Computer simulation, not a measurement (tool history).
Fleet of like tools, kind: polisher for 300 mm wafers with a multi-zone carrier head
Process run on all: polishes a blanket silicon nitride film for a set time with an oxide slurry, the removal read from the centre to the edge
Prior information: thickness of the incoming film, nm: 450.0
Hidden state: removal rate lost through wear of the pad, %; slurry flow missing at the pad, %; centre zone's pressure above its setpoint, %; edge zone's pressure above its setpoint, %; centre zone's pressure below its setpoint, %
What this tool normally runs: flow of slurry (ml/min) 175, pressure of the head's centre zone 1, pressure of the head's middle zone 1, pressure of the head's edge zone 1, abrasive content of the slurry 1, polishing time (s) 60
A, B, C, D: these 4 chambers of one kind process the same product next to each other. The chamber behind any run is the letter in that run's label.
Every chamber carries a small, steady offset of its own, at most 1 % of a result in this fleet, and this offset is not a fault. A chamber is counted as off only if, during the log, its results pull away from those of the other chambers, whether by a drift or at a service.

run,hour,flow of slurry (ml/min),pressure of the head's centre zone,pressure of the head's middle zone,pressure of the head's edge zone,abrasive content of the slurry,polishing time (s),wafers polished on this pad,hours since the slurry nozzle was cleaned,hours since the centre zone pressure was calibrated,hours since the edge zone pressure was calibrated,film removed at the wafer's centre (Å),film removed at mid-radius (Å),film removed at the wafer's edge (Å)
# hour 0.8: chamber A: centre zone pressure recalibrated
# hour 4.8: chamber D: worn pad replaced by a new one
1A,6.2,175,1,1,1,1,60,757,31.1,5.5,204.7,224.81,228.9,227.53
# hour 7.5: chamber B: centre zone pressure recalibrated
2D,9.5,175,1,1,1,1,60,40,256.3,598.4,622,228.5,230.86,228.77
3B,12.3,175,1,1,1,1,60,215,312.7,4.8,41.8,224.29,224.89,228.31
# hour 13.9: chamber D: edge zone pressure recalibrated
4C,16.1,175,1,1,1,1,60,337,208.4,538.1,607.6,230.05,226.07,225.55
5A,21.7,175,1,1,1,1,60,891,46.6,21,220.2,225.72,229.89,225.66
# hour 26.3: chamber A: worn pad replaced by a new one
6B,27.8,175,1,1,1,1,60,350,328.2,20.3,57.3,225.13,225.36,229.43
7C,33.8,175,1,1,1,1,60,490,226.1,555.8,625.3,229.97,222.66,224.78
8D,37.7,175,1,1,1,1,60,285,284.5,626.6,23.9,225.01,229.2,226.05
9C,41.4,175,1.05,1,1,1,60,556,233.7,563.4,632.9,239.64,223.91,224.81
10D,45,175,1.05,1,1,1,60,348,291.8,633.9,31.2,235.55,230.91,224.3
11B,49.6,175,1.05,1,1,1,60,539,350,42.1,79.1,240.64,224.42,227.96
12A,54.5,175,1.05,1,1,1,60,244,79.4,53.8,253,237.25,230.89,228.15
13B,59,175,0.94,1,1,1,60,620,359.4,51.5,88.5,210.97,226.71,226.69
14D,63.8,175,0.94,1,1,1,60,511,310.6,652.7,50,214.73,228.88,228.3
15C,68.8,175,0.94,1,1,1,60,794,261.1,590.8,660.3,211.64,229.61,221.66
# hour 71.6: chamber C: worn pad replaced by a new one
16A,72.2,175,0.94,1,1,1,60,398,97.1,71.5,270.7,209,229.22,227.56
17C,76.1,175,1,1,1,1,60,39,268.4,598.1,667.6,229.46,227.07,224.19
18A,81.2,175,1,1,1,1,60,476,106.1,80.5,279.7,224.36,228.99,222.59
19D,84.5,175,1,1,1,1,60,690,331.3,673.4,70.7,223.5,226.83,225.27
# hour 85.3: chamber D: worn pad replaced by a new one
20B,90,175,1,1,1,1,60,889,390.4,82.5,119.5,224.31,222.97,229
21C,93.5,230,1,1,1,1,60,190,285.8,615.5,685,236.36,236.68,234.52
# hour 93.7: chamber C: centre zone pressure recalibrated
22A,96.3,230,1,1,1,1,60,607,121.2,95.6,294.8,234.77,240.93,233.57
23D,99.2,230,1,1,1,1,60,120,346,688.1,85.4,231.57,243.62,231.35
24B,104.7,230,1,1,1,1,60,1016,405.1,97.2,134.2,235.31,236.12,232.41
25C,109.4,175,1,1,1,1,51,328,301.7,15.8,700.9,182.38,192.9,190.36
26A,115.2,175,1,1,1,1,51,770,140.1,114.5,313.7,191.45,195.73,192.68
27D,121.4,175,1,1,1,1,51,313,368.2,710.3,107.6,193.76,193.49,192.43
# hour 124.1: chamber A: worn pad replaced by a new one
28B,125.6,175,1,1,1,1,51,1198,426,118.1,155.1,191.18,192.57,194.02
29A,131,175,1,1,1,1,60,60,155.9,130.3,329.5,225.52,222.78,227.86
30B,136.5,175,1,1,1,1,60,1292,436.9,129,166,222.58,226.93,227.07
31C,141.4,175,1,1,1,1,60,605,333.7,47.8,732.9,211.59,225.89,228.99
# hour 142.3: chamber A: edge zone pressure recalibrated
32D,147.5,175,1,1,1,1,60,539,394.3,736.4,133.7,227.18,226.27,227.57
33B,151.5,175,1,1,1,1,60,1422,451.9,144,181,226.87,226.92,230.31
# hour 154.9: chamber D: worn pad replaced by a new one
34A,157.7,175,1,1,1,1,60,291,182.6,157,15.4,224.49,228.53,227.8
# hour 158.5: chamber B: worn pad replaced by a new one
35D,160.9,175,1,1,1,1,60,52,407.7,749.8,147.1,225.57,226.48,226.86
36C,165.5,175,1,1,1,1,60,814,357.8,71.9,757,211.31,225.56,221.59
37D,169.4,175,1,1,1,1,60,126,416.2,758.3,155.6,224,231.24,226.39
38B,175.3,175,1,1,1.06,1,60,146,475.7,167.8,204.8,225.17,222.69,237.12
39A,181.7,175,1,1,1.06,1,60,499,206.6,181,39.4,223.68,231.11,235.58

All 4 chambers run these settings next. Forecast each chamber's results:
40A,186.3,175,1,1,1,1,60,,,,,?,?,?
40B,186.3,175,1,1,1,1,60,,,,,?,?,?
40C,186.3,175,1,1,1,1,60,,,,,?,?,?
40D,186.3,175,1,1,1,1,60,,,,,?,?,?

run,film removed at the wafer's centre (Å),film removed at mid-radius (Å),film removed at the wafer's edge (Å)
40A,222.41,229.34,226.03
40B,228.2,222.35,225.81
40C,214.48,224.19,225.15
40D,230,226.31,227.76
